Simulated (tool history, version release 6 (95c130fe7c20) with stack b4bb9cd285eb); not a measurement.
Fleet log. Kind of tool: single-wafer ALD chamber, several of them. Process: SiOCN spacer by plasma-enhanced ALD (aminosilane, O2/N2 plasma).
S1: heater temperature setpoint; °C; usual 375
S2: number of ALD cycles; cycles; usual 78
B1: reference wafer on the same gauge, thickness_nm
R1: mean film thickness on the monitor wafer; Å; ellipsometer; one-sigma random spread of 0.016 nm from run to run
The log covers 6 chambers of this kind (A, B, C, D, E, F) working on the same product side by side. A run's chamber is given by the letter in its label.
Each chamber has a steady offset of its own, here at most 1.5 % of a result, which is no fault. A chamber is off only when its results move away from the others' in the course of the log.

{"run": "1D", "day": 0.425, "S1": 375, "S2": 78, "B1": 4.4925, "R1": 47.208}
{"run": "2A", "day": 0.862, "S1": 375, "S2": 78, "B1": 4.4913, "R1": 46.528}
{"run": "3F", "day": 1.254, "S1": 375, "S2": 78, "B1": 4.4898, "R1": 46.674}
{"run": "4B", "day": 1.554, "S1": 375, "S2": 78, "B1": 4.4882, "R1": 47.432}
{"run": "5E", "day": 1.958, "S1": 375, "S2": 90, "B1": 4.4879, "R1": 53.446}
{"run": "6C", "day": 2.192, "S1": 375, "S2": 90, "B1": 4.4913, "R1": 54.184}
{"run": "7E", "day": 2.462, "S1": 375, "S2": 90, "B1": 4.4884, "R1": 54.028}
{"run": "8B", "day": 2.917, "S1": 375, "S2": 90, "B1": 4.4923, "R1": 54.97}
{"run": "9A", "day": 3.162, "S1": 375, "S2": 90, "B1": 4.4904, "R1": 53.773}
{"run": "10C", "day": 3.488, "S1": 375, "S2": 90, "B1": 4.4922, "R1": 54.551}
{"run": "11D", "day": 3.704, "S1": 375, "S2": 78, "B1": 4.4897, "R1": 47.347}
{"run": "12F", "day": 4.079, "S1": 375, "S2": 78, "B1": 4.491, "R1": 46.506}
{"run": "13E", "day": 4.55, "S1": 375, "S2": 78, "B1": 4.4866, "R1": 46.822}
{"day": 4.867, "done": "chamber C: thermocouple changed; heater temperature recalibrated"}
{"run": "14D", "day": 4.925, "S1": 375, "S2": 78, "B1": 4.4888, "R1": 47.232}
{"run": "15C", "day": 5.321, "S1": 387, "S2": 89, "B1": 4.4861, "R1": 53.578}
{"run": "16F", "day": 5.704, "S1": 387, "S2": 89, "B1": 4.4901, "R1": 53.024}
{"run": "17A", "day": 5.942, "S1": 387, "S2": 89, "B1": 4.486, "R1": 53.055}
{"run": "18B", "day": 6.271, "S1": 387, "S2": 89, "B1": 4.4867, "R1": 53.909}
{"run": "19C", "day": 6.712, "S1": 387, "S2": 89, "B1": 4.4882, "R1": 53.698}
{"run": "20B", "day": 6.988, "S1": 387, "S2": 89, "B1": 4.489, "R1": 54.183}
{"run": "21D", "day": 7.229, "S1": 365, "S2": 78, "B1": 4.4896, "R1": 47.199}
{"run": "22F", "day": 7.708, "S1": 365, "S2": 78, "B1": 4.4914, "R1": 46.638}
{"run": "23E", "day": 8.008, "S1": 365, "S2": 78, "B1": 4.4911, "R1": 46.653}
{"run": "24A", "day": 8.379, "S1": 365, "S2": 78, "B1": 4.4901, "R1": 46.372}
{"run": "25A", "day": 8.75, "S1": 365, "S2": 78, "B1": 4.4884, "R1": 46.547}
{"run": "26D", "day": 9.025, "S1": 365, "S2": 78, "B1": 4.4898, "R1": 47.078}
{"run": "27F", "day": 9.421, "S1": 375, "S2": 78, "B1": 4.4917, "R1": 46.663}
{"run": "28E", "day": 9.862, "S1": 375, "S2": 89, "B1": 4.4876, "R1": 53.537}
{"run": "29C", "day": 10.204, "S1": 375, "S2": 89, "B1": 4.4863, "R1": 53.939}
{"run": "30B", "day": 10.542, "S1": 375, "S2": 89, "B1": 4.4907, "R1": 54.239}
{"run": "31E", "day": 10.788, "S1": 375, "S2": 89, "B1": 4.4898, "R1": 53.31}
{"run": "32A", "day": 11.217, "S1": 375, "S2": 89, "B1": 4.4861, "R1": 52.94}
{"run": "33C", "day": 11.579, "S1": 375, "S2": 89, "B1": 4.4911, "R1": 53.85}
{"run": "34D", "day": 12.004, "S1": 375, "S2": 78, "B1": 4.4902, "R1": 47.2}
{"run": "35B", "day": 12.329, "S1": 375, "S2": 78, "B1": 4.4905, "R1": 47.389}
{"run": "36F", "day": 12.738, "S1": 375, "S2": 78, "B1": 4.4908, "R1": 46.845}
{"run": "37C", "day": 13.025, "S1": 375, "S2": 78, "B1": 4.489, "R1": 47.066}
{"run": "38E", "day": 13.429, "S1": 375, "S2": 78, "B1": 4.4959, "R1": 46.506}
{"run": "39A", "day": 13.683, "S1": 375, "S2": 78, "B1": 4.485, "R1": 46.605}
{"run": "40D", "day": 13.921, "S1": 375, "S2": 78, "B1": 4.4851, "R1": 47.08}

Is one chamber off against the others, does the gauge drift, or is nothing wrong? If a chamber is off, say which, and what the likeliest cause is.

Nothing is wrong: each chamber keeps only its own small, steady offset and the gauge holds still.

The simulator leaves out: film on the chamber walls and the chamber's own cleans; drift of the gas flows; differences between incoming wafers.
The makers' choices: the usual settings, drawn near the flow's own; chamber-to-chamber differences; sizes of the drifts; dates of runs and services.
